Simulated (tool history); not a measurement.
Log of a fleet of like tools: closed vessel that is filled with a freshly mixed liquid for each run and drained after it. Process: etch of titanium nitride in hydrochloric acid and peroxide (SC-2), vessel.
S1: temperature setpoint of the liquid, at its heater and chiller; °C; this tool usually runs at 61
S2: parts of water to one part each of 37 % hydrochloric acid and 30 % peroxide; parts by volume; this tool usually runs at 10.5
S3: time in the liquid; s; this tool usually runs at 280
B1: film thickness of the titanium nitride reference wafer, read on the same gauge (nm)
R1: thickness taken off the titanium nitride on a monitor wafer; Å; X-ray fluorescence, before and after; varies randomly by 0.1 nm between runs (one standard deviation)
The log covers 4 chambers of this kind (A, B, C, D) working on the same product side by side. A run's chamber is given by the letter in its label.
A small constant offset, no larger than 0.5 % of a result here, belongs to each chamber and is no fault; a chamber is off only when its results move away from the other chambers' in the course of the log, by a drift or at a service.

| run | hour | S1 | S2 | S3 | B1 | R1 |
|---|---|---|---|---|---|---|
| 1D | 4.1 | 61 | 10.5 | 280 | 100.01 | 161.01 |
| 2A | 8.8 | 61 | 10.5 | 280 | 100 | 163.05 |
| 3C | 13.2 | 61 | 10.5 | 280 | 99.981 | 161.31 |
| 4B | 19.6 | 61 | 10.5 | 280 | 100.01 | 161.34 |
| 5A | 23.8 | 61 | 10.5 | 280 | 99.987 | 162.34 |
| 6D | 29.5 | 61 | 10.5 | 280 | 99.998 | 161.35 |
| 7C | 34.5 | 61 | 10.5 | 280 | 100.02 | 161.78 |
| 8B | 39.5 | 61 | 10.5 | 400 | 100.01 | 227.5 |
| 9D | 44.1 | 61 | 10.5 | 400 | 100 | 233.8 |
| 10B | 48.5 | 61 | 10.5 | 400 | 100.03 | 230.78 |
| 11C | 52.2 | 61 | 10.5 | 400 | 99.983 | 229.16 |
| 12A | 55.2 | 61 | 10.5 | 280 | 99.991 | 161.47 |
| 13B | 58.9 | 61 | 10.5 | 280 | 99.995 | 162.29 |
| 14D | 64.2 | 61 | 10.5 | 280 | 100 | 164.52 |
| 15C | 70.3 | 61 | 10.5 | 280 | 100 | 161.89 |
| 16A | 74.3 | 61 | 10.5 | 280 | 100.01 | 163.63 |
| 17A | 79.6 | 57.5 | 10.5 | 385 | 100.01 | 179.71 |
| 18C | 86 | 57.5 | 10.5 | 385 | 99.996 | 175.86 |
| 19D | 90.8 | 57.5 | 10.5 | 385 | 99.98 | 184.03 |
| 20B | 94.5 | 57.5 | 10.5 | 385 | 100 | 178.85 |
|  | 95.6 | chamber A: new drum of peroxide connected |
| 21C | 99.6 | 61 | 10.5 | 280 | 100.03 | 161.23 |
| 22A | 103.6 | 61 | 10.5 | 280 | 100 | 164.03 |
| 23D | 110.1 | 61 | 15.5 | 355 | 99.979 | 151.69 |
| 24B | 116.7 | 61 | 15.5 | 355 | 99.985 | 147.04 |
| 25C | 119.8 | 61 | 15.5 | 355 | 99.99 | 146.41 |
| 26D | 126.5 | 61 | 15.5 | 355 | 99.994 | 152.67 |
| 27B | 131.7 | 61 | 10.5 | 280 | 100.03 | 160.7 |
| 28A | 135.5 | 61 | 10.5 | 280 | 99.985 | 162.19 |
| 29B | 141.5 | 61 | 10.5 | 280 | 99.999 | 163.2 |
| 30A | 147.8 | 61 | 10.5 | 280 | 100 | 162.63 |
| 31C | 153.4 | 61 | 13.5 | 425 | 100.04 | 198.24 |
| 32D | 156.6 | 61 | 13.5 | 425 | 100.02 | 207.72 |
| 33B | 161.8 | 61 | 13.5 | 425 | 100 | 197.62 |
| 34D | 167.8 | 61 | 13.5 | 425 | 99.992 | 208.59 |
|  | 167.9 | chamber D: new drum of peroxide connected |
| 35C | 172.1 | 61 | 10.5 | 280 | 99.989 | 160.36 |
| 36A | 177.1 | 61 | 10.5 | 280 | 100.04 | 163.81 |
| 37B | 182.2 | 61 | 10.5 | 180 | 100.01 | 103.64 |
| 38D | 185.9 | 61 | 10.5 | 180 | 100.02 | 109.74 |
| 39A | 191.4 | 61 | 10.5 | 180 | 100 | 105.16 |
| 40C | 197.5 | 61 | 10.5 | 180 | 100.02 | 102.69 |
| 41C | 200.9 | 61 | 10.5 | 280 | 99.988 | 159.84 |
| 42A | 206.4 | 61 | 10.5 | 280 | 100 | 163.69 |

Decide between three cases: one chamber stands off from its peers, the gauge reading all wafers drifts, or nothing is wrong past each chamber's small offset. Where a chamber is off, say which and what most likely put it there.

One chamber, D, drifts off from the rest bit by bit.
Cause: liquid hotter than its thermometer reads (K) = 1.
It could be hard to tell apart here from: chemicals flow above the setpoint (%).

Below are 4 candidate recipes for chamber D's next run, each the usual settings with a change, their results shown as question marks. Which of them brings D's results back in line with what the other chambers give on the usual settings?
Allowed miss from the other chambers' usual-settings mean, per result, to count as in line: R1 3.6 Å
| 43D-1 | 211.2 | 61 | 10.5 | 285 |  | ? |
| 43D-2 | 211.2 | 62 | 10.5 | 280 |  | ? |
| 43D-3 | 211.2 | 60.5 | 10.5 | 280 |  | ? |
| 43D-4 | 211.2 | 60.5 | 10.5 | 270 |  | ? |

What the other chambers average on the usual settings: R1 161.97 Å
| run | R1 |
|---|---|
| 43D-1 | 175.71 |
| 43D-2 | 183.75 |
| 43D-3 | 167.35 |
| 43D-4 | 161.38 |
The right change is 43D-4: it brings the chamber back within the allowed miss of the others.
